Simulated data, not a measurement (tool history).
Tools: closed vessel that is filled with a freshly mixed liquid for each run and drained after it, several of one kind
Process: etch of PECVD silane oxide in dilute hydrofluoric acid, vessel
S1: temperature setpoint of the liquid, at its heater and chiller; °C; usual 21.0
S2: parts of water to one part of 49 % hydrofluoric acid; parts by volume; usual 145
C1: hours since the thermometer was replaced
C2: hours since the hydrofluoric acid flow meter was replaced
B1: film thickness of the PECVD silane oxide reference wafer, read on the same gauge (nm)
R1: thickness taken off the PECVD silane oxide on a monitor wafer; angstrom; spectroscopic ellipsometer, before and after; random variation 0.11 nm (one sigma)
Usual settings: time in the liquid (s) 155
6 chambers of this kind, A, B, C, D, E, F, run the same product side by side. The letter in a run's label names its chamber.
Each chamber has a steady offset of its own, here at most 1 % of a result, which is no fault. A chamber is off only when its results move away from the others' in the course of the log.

{"run": "1F", "hour": 10.1, "S1": 21.0, "S2": 145, "time in the liquid (s)": 155, "C1": 436.3, "C2": 601.4, "B1": 140.02, "R1": 138.75}
{"run": "2D", "hour": 21.6, "S1": 21.0, "S2": 145, "time in the liquid (s)": 155, "C1": 373.4, "C2": 385.6, "B1": 140.03, "R1": 139.03}
{"run": "3A", "hour": 30.3, "S1": 21.0, "S2": 145, "time in the liquid (s)": 155, "C1": 1843.3, "C2": 1396.3, "B1": 140.01, "R1": 137.7}
{"run": "4B", "hour": 38.7, "S1": 21.0, "S2": 145, "time in the liquid (s)": 155, "C1": 827.1, "C2": 1321.1, "B1": 139.96, "R1": 140.14}
{"run": "5C", "hour": 48.9, "S1": 22.5, "S2": 145, "time in the liquid (s)": 155, "C1": 253.7, "C2": 877.2, "B1": 140.02, "R1": 147.04}
{"run": "6E", "hour": 59.2, "S1": 22.5, "S2": 145, "time in the liquid (s)": 155, "C1": 470.7, "C2": 974.0, "B1": 140.01, "R1": 151.03}
{"hour": 63.4, "done": "chamber E: thermometer replaced"}
{"run": "7E", "hour": 68.6, "S1": 22.5, "S2": 145, "time in the liquid (s)": 155, "C1": 5.2, "C2": 983.4, "B1": 140.01, "R1": 148.64}
{"run": "8A", "hour": 79.9, "S1": 22.5, "S2": 145, "time in the liquid (s)": 155, "C1": 1892.9, "C2": 1445.9, "B1": 140.02, "R1": 149.08}
{"run": "9D", "hour": 90.6, "S1": 22.5, "S2": 145, "time in the liquid (s)": 155, "C1": 442.4, "C2": 454.6, "B1": 139.99, "R1": 147.32}
{"hour": 96.1, "done": "chamber D: hydrofluoric acid flow meter replaced"}
{"run": "10B", "hour": 98.6, "S1": 22.5, "S2": 145, "time in the liquid (s)": 155, "C1": 887.0, "C2": 1381.0, "B1": 140.02, "R1": 148.86}
{"run": "11C", "hour": 114.0, "S1": 18.5, "S2": 145, "time in the liquid (s)": 155, "C1": 318.8, "C2": 942.3, "B1": 140.0, "R1": 123.68}
{"run": "12F", "hour": 128.2, "S1": 18.5, "S2": 145, "time in the liquid (s)": 155, "C1": 554.4, "C2": 719.5, "B1": 140.01, "R1": 125.47}
{"run": "13E", "hour": 136.1, "S1": 18.5, "S2": 145, "time in the liquid (s)": 155, "C1": 72.7, "C2": 1050.9, "B1": 140.03, "R1": 126.06}
{"run": "14B", "hour": 149.8, "S1": 18.5, "S2": 145, "time in the liquid (s)": 155, "C1": 938.2, "C2": 1432.2, "B1": 140.02, "R1": 123.98}
{"run": "15F", "hour": 161.4, "S1": 18.5, "S2": 145, "time in the liquid (s)": 155, "C1": 587.6, "C2": 752.7, "B1": 140.0, "R1": 125.52}
{"run": "16A", "hour": 171.4, "S1": 18.5, "S2": 145, "time in the liquid (s)": 155, "C1": 1984.4, "C2": 1537.4, "B1": 139.99, "R1": 127.47}
{"run": "17D", "hour": 186.2, "S1": 21.0, "S2": 145, "time in the liquid (s)": 155, "C1": 538.0, "C2": 90.2, "B1": 140.0, "R1": 139.23}
{"hour": 193.2, "done": "chamber D: thermometer replaced"}
{"run": "18C", "hour": 196.1, "S1": 21.0, "S2": 145, "time in the liquid (s)": 155, "C1": 400.9, "C2": 1024.4, "B1": 140.0, "R1": 139.08}
{"run": "19B", "hour": 203.3, "S1": 21.0, "S2": 145, "time in the liquid (s)": 155, "C1": 991.7, "C2": 1485.7, "B1": 140.03, "R1": 138.91}
{"run": "20D", "hour": 212.5, "S1": 21.0, "S2": 145, "time in the liquid (s)": 230, "C1": 19.3, "C2": 116.5, "B1": 139.99, "R1": 207.4}
{"run": "21A", "hour": 225.1, "S1": 21.0, "S2": 145, "time in the liquid (s)": 230, "C1": 2038.1, "C2": 1591.1, "B1": 140.01, "R1": 212.41}
{"hour": 228.1, "done": "chamber B: thermometer replaced"}
{"run": "22C", "hour": 232.8, "S1": 21.0, "S2": 145, "time in the liquid (s)": 230, "C1": 437.6, "C2": 1061.1, "B1": 140.01, "R1": 203.56}
{"run": "23E", "hour": 241.0, "S1": 21.0, "S2": 145, "time in the liquid (s)": 230, "C1": 177.6, "C2": 1155.8, "B1": 140.01, "R1": 207.25}
{"run": "24F", "hour": 255.8, "S1": 21.0, "S2": 145, "time in the liquid (s)": 230, "C1": 682.0, "C2": 847.1, "B1": 140.01, "R1": 207.52}
{"run": "25C", "hour": 268.1, "S1": 21.0, "S2": 145, "time in the liquid (s)": 230, "C1": 472.9, "C2": 1096.4, "B1": 140.01, "R1": 206.0}
{"run": "26B", "hour": 277.0, "S1": 21.0, "S2": 145, "time in the liquid (s)": 155, "C1": 49.0, "C2": 1559.4, "B1": 140.0, "R1": 138.79}
{"run": "27E", "hour": 289.7, "S1": 24.5, "S2": 100, "time in the liquid (s)": 155, "C1": 226.3, "C2": 1204.5, "B1": 139.98, "R1": 242.8}
{"run": "28F", "hour": 301.3, "S1": 24.5, "S2": 100, "time in the liquid (s)": 155, "C1": 727.5, "C2": 892.6, "B1": 140.01, "R1": 244.16}
{"run": "29D", "hour": 311.5, "S1": 24.5, "S2": 100, "time in the liquid (s)": 155, "C1": 118.3, "C2": 215.5, "B1": 140.0, "R1": 245.94}
{"run": "30A", "hour": 318.9, "S1": 24.5, "S2": 100, "time in the liquid (s)": 155, "C1": 2131.9, "C2": 1684.9, "B1": 140.01, "R1": 255.98}
{"run": "31F", "hour": 328.5, "S1": 24.5, "S2": 100, "time in the liquid (s)": 155, "C1": 754.7, "C2": 919.8, "B1": 140.04, "R1": 248.52}
{"run": "32D", "hour": 343.5, "S1": 24.5, "S2": 100, "time in the liquid (s)": 155, "C1": 150.3, "C2": 247.5, "B1": 140.01, "R1": 243.24}
{"hour": 351.0, "done": "chamber B: hydrofluoric acid flow meter replaced"}
{"run": "33A", "hour": 351.8, "S1": 21.0, "S2": 145, "time in the liquid (s)": 155, "C1": 2164.8, "C2": 1717.8, "B1": 139.99, "R1": 144.91}
{"run": "34E", "hour": 365.2, "S1": 21.0, "S2": 145, "time in the liquid (s)": 155, "C1": 301.8, "C2": 1280.0, "B1": 140.04, "R1": 139.13}
{"run": "35B", "hour": 373.6, "S1": 21.0, "S2": 145, "time in the liquid (s)": 155, "C1": 145.6, "C2": 22.6, "B1": 139.99, "R1": 140.69}
{"run": "36C", "hour": 381.6, "S1": 21.0, "S2": 145, "time in the liquid (s)": 155, "C1": 586.4, "C2": 1209.9, "B1": 139.99, "R1": 138.33}

All 6 chambers run these settings next. Forecast each chamber's results:
{"run": "37A", "hour": 392.8, "S1": 21.0, "S2": 145, "time in the liquid (s)": 155, "R1": "?"}
{"run": "37B", "hour": 392.8, "S1": 21.0, "S2": 145, "time in the liquid (s)": 155, "R1": "?"}
{"run": "37C", "hour": 392.8, "S1": 21.0, "S2": 145, "time in the liquid (s)": 155, "R1": "?"}
{"run": "37D", "hour": 392.8, "S1": 21.0, "S2": 145, "time in the liquid (s)": 155, "R1": "?"}
{"run": "37E", "hour": 392.8, "S1": 21.0, "S2": 145, "time in the liquid (s)": 155, "R1": "?"}
{"run": "37F", "hour": 392.8, "S1": 21.0, "S2": 145, "time in the liquid (s)": 155, "R1": "?"}

run=37A R1=145.49
run=37B R1=138.93
run=37C R1=136.89
run=37D R1=138.42
run=37E R1=139.74
run=37F R1=138.06
